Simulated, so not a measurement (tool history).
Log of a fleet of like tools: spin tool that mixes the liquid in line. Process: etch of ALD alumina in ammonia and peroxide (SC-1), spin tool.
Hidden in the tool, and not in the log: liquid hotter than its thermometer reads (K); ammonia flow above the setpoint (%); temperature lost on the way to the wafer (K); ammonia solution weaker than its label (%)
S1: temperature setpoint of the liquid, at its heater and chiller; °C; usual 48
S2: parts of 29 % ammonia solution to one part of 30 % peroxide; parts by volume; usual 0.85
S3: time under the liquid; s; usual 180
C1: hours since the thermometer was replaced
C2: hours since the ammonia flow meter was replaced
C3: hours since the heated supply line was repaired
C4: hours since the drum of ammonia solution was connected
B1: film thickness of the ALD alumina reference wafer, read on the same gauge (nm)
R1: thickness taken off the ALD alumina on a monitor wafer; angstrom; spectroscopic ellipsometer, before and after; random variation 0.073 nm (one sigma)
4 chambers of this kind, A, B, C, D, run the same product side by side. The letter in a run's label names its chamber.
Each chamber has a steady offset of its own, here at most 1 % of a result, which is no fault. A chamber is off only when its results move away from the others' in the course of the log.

{"run": "1C", "hour": 4.9, "S1": 48, "S2": 0.85, "S3": 180, "C1": 1979.6, "C2": 854.0, "C3": 2274.0, "C4": 91.5, "B1": 60.037, "R1": 83.608}
{"run": "2B", "hour": 9.0, "S1": 48, "S2": 0.85, "S3": 180, "C1": 1314.7, "C2": 1662.2, "C3": 43.8, "C4": 15.8, "B1": 60.0, "R1": 83.604}
{"run": "3D", "hour": 14.5, "S1": 48, "S2": 0.85, "S3": 180, "C1": 772.3, "C2": 30.3, "C3": 1119.3, "C4": 513.5, "B1": 59.994, "R1": 84.045}
{"run": "4A", "hour": 17.1, "S1": 48, "S2": 0.85, "S3": 180, "C1": 716.2, "C2": 779.0, "C3": 1100.9, "C4": 81.8, "B1": 59.992, "R1": 82.59}
{"run": "5C", "hour": 22.7, "S1": 48, "S2": 0.85, "S3": 180, "C1": 1997.4, "C2": 871.8, "C3": 2291.8, "C4": 109.3, "B1": 60.01, "R1": 82.867}
{"run": "6D", "hour": 28.0, "S1": 48, "S2": 0.85, "S3": 180, "C1": 785.8, "C2": 43.8, "C3": 1132.8, "C4": 527.0, "B1": 59.978, "R1": 83.103}
{"run": "7A", "hour": 32.4, "S1": 48, "S2": 0.85, "S3": 180, "C1": 731.5, "C2": 794.3, "C3": 1116.2, "C4": 97.1, "B1": 60.041, "R1": 83.103}
{"run": "8B", "hour": 36.7, "S1": 48, "S2": 0.85, "S3": 180, "C1": 1342.4, "C2": 1689.9, "C3": 71.5, "C4": 43.5, "B1": 60.013, "R1": 83.612}
{"run": "9A", "hour": 41.7, "S1": 48, "S2": 0.85, "S3": 180, "C1": 740.8, "C2": 803.6, "C3": 1125.5, "C4": 106.4, "B1": 60.008, "R1": 83.962}
{"run": "10C", "hour": 45.0, "S1": 48, "S2": 0.85, "S3": 180, "C1": 2019.7, "C2": 894.1, "C3": 2314.1, "C4": 131.6, "B1": 60.013, "R1": 83.917}
{"run": "11D", "hour": 49.7, "S1": 48, "S2": 0.85, "S3": 180, "C1": 807.5, "C2": 65.5, "C3": 1154.5, "C4": 548.7, "B1": 60.007, "R1": 83.35}
{"run": "12B", "hour": 52.5, "S1": 48, "S2": 1.0, "S3": 180, "C1": 1358.2, "C2": 1705.7, "C3": 87.3, "C4": 59.3, "B1": 60.02, "R1": 85.962}
{"run": "13A", "hour": 57.2, "S1": 48, "S2": 1.0, "S3": 180, "C1": 756.3, "C2": 819.1, "C3": 1141.0, "C4": 121.9, "B1": 60.016, "R1": 84.836}
{"hour": 61.4, "done": "chamber D: new drum of ammonia solution connected"}
{"run": "14D", "hour": 62.9, "S1": 48, "S2": 1.0, "S3": 180, "C1": 820.7, "C2": 78.7, "C3": 1167.7, "C4": 1.6, "B1": 59.997, "R1": 84.486}
{"run": "15B", "hour": 67.8, "S1": 48, "S2": 1.0, "S3": 180, "C1": 1373.5, "C2": 1721.0, "C3": 102.6, "C4": 74.6, "B1": 59.977, "R1": 83.409}
{"run": "16C", "hour": 70.5, "S1": 48, "S2": 0.85, "S3": 180, "C1": 2045.2, "C2": 919.6, "C3": 2339.6, "C4": 157.1, "B1": 59.987, "R1": 84.498}
{"hour": 72.2, "done": "chamber C: heated supply line repaired"}
{"run": "17B", "hour": 73.7, "S1": 48, "S2": 0.85, "S3": 180, "C1": 1379.4, "C2": 1726.9, "C3": 108.5, "C4": 80.5, "B1": 60.006, "R1": 84.447}
{"run": "18A", "hour": 77.4, "S1": 48, "S2": 0.85, "S3": 180, "C1": 776.5, "C2": 839.3, "C3": 1161.2, "C4": 142.1, "B1": 59.965, "R1": 84.486}
{"hour": 78.9, "done": "chamber B: ammonia flow meter replaced"}
{"run": "19C", "hour": 80.9, "S1": 48, "S2": 1.2, "S3": 180, "C1": 2055.6, "C2": 930.0, "C3": 8.7, "C4": 167.5, "B1": 60.0, "R1": 86.09}
{"run": "20D", "hour": 86.5, "S1": 48, "S2": 1.2, "S3": 180, "C1": 844.3, "C2": 102.3, "C3": 1191.3, "C4": 25.2, "B1": 60.01, "R1": 86.273}
{"run": "21C", "hour": 89.5, "S1": 48, "S2": 1.2, "S3": 180, "C1": 2064.2, "C2": 938.6, "C3": 17.3, "C4": 176.1, "B1": 59.997, "R1": 86.754}
{"run": "22B", "hour": 93.3, "S1": 48, "S2": 1.2, "S3": 180, "C1": 1399.0, "C2": 14.5, "C3": 128.1, "C4": 100.1, "B1": 59.999, "R1": 87.058}
{"hour": 97.9, "done": "chamber C: new drum of ammonia solution connected"}
{"run": "23D", "hour": 98.5, "S1": 48, "S2": 0.85, "S3": 180, "C1": 856.3, "C2": 114.3, "C3": 1203.3, "C4": 37.2, "B1": 60.02, "R1": 83.179}
{"run": "24A", "hour": 103.8, "S1": 48, "S2": 0.85, "S3": 180, "C1": 802.9, "C2": 865.7, "C3": 1187.6, "C4": 168.5, "B1": 59.995, "R1": 82.67}
{"run": "25B", "hour": 108.7, "S1": 48, "S2": 0.85, "S3": 180, "C1": 1414.4, "C2": 29.9, "C3": 143.5, "C4": 115.5, "B1": 60.019, "R1": 82.898}
{"run": "26C", "hour": 113.9, "S1": 48, "S2": 0.85, "S3": 180, "C1": 2088.6, "C2": 963.0, "C3": 41.7, "C4": 16.1, "B1": 60.004, "R1": 82.878}
{"run": "27D", "hour": 117.6, "S1": 48, "S2": 0.85, "S3": 180, "C1": 875.4, "C2": 133.4, "C3": 1222.4, "C4": 56.3, "B1": 59.983, "R1": 83.531}
{"run": "28A", "hour": 123.3, "S1": 48, "S2": 0.65, "S3": 230, "C1": 822.4, "C2": 885.2, "C3": 1207.1, "C4": 188.0, "B1": 59.983, "R1": 102.89}
{"run": "29B", "hour": 125.8, "S1": 48, "S2": 0.65, "S3": 230, "C1": 1431.5, "C2": 47.0, "C3": 160.6, "C4": 132.6, "B1": 60.042, "R1": 103.72}
{"run": "30A", "hour": 130.9, "S1": 48, "S2": 0.65, "S3": 230, "C1": 830.0, "C2": 892.8, "C3": 1214.7, "C4": 195.6, "B1": 59.998, "R1": 104.1}
{"run": "31C", "hour": 134.3, "S1": 48, "S2": 0.65, "S3": 230, "C1": 2109.0, "C2": 983.4, "C3": 62.1, "C4": 36.5, "B1": 60.019, "R1": 102.92}
{"run": "32D", "hour": 139.1, "S1": 48, "S2": 0.85, "S3": 180, "C1": 896.9, "C2": 154.9, "C3": 1243.9, "C4": 77.8, "B1": 60.031, "R1": 84.355}
{"run": "33B", "hour": 144.1, "S1": 48, "S2": 0.65, "S3": 145, "C1": 1449.8, "C2": 65.3, "C3": 178.9, "C4": 150.9, "B1": 60.037, "R1": 66.201}

Is one chamber off against the others, does the gauge drift, or is nothing wrong? If a chamber is off, say which, and what the likeliest cause is.

No chamber stands off beyond its own small offset, and the gauge holds steady.
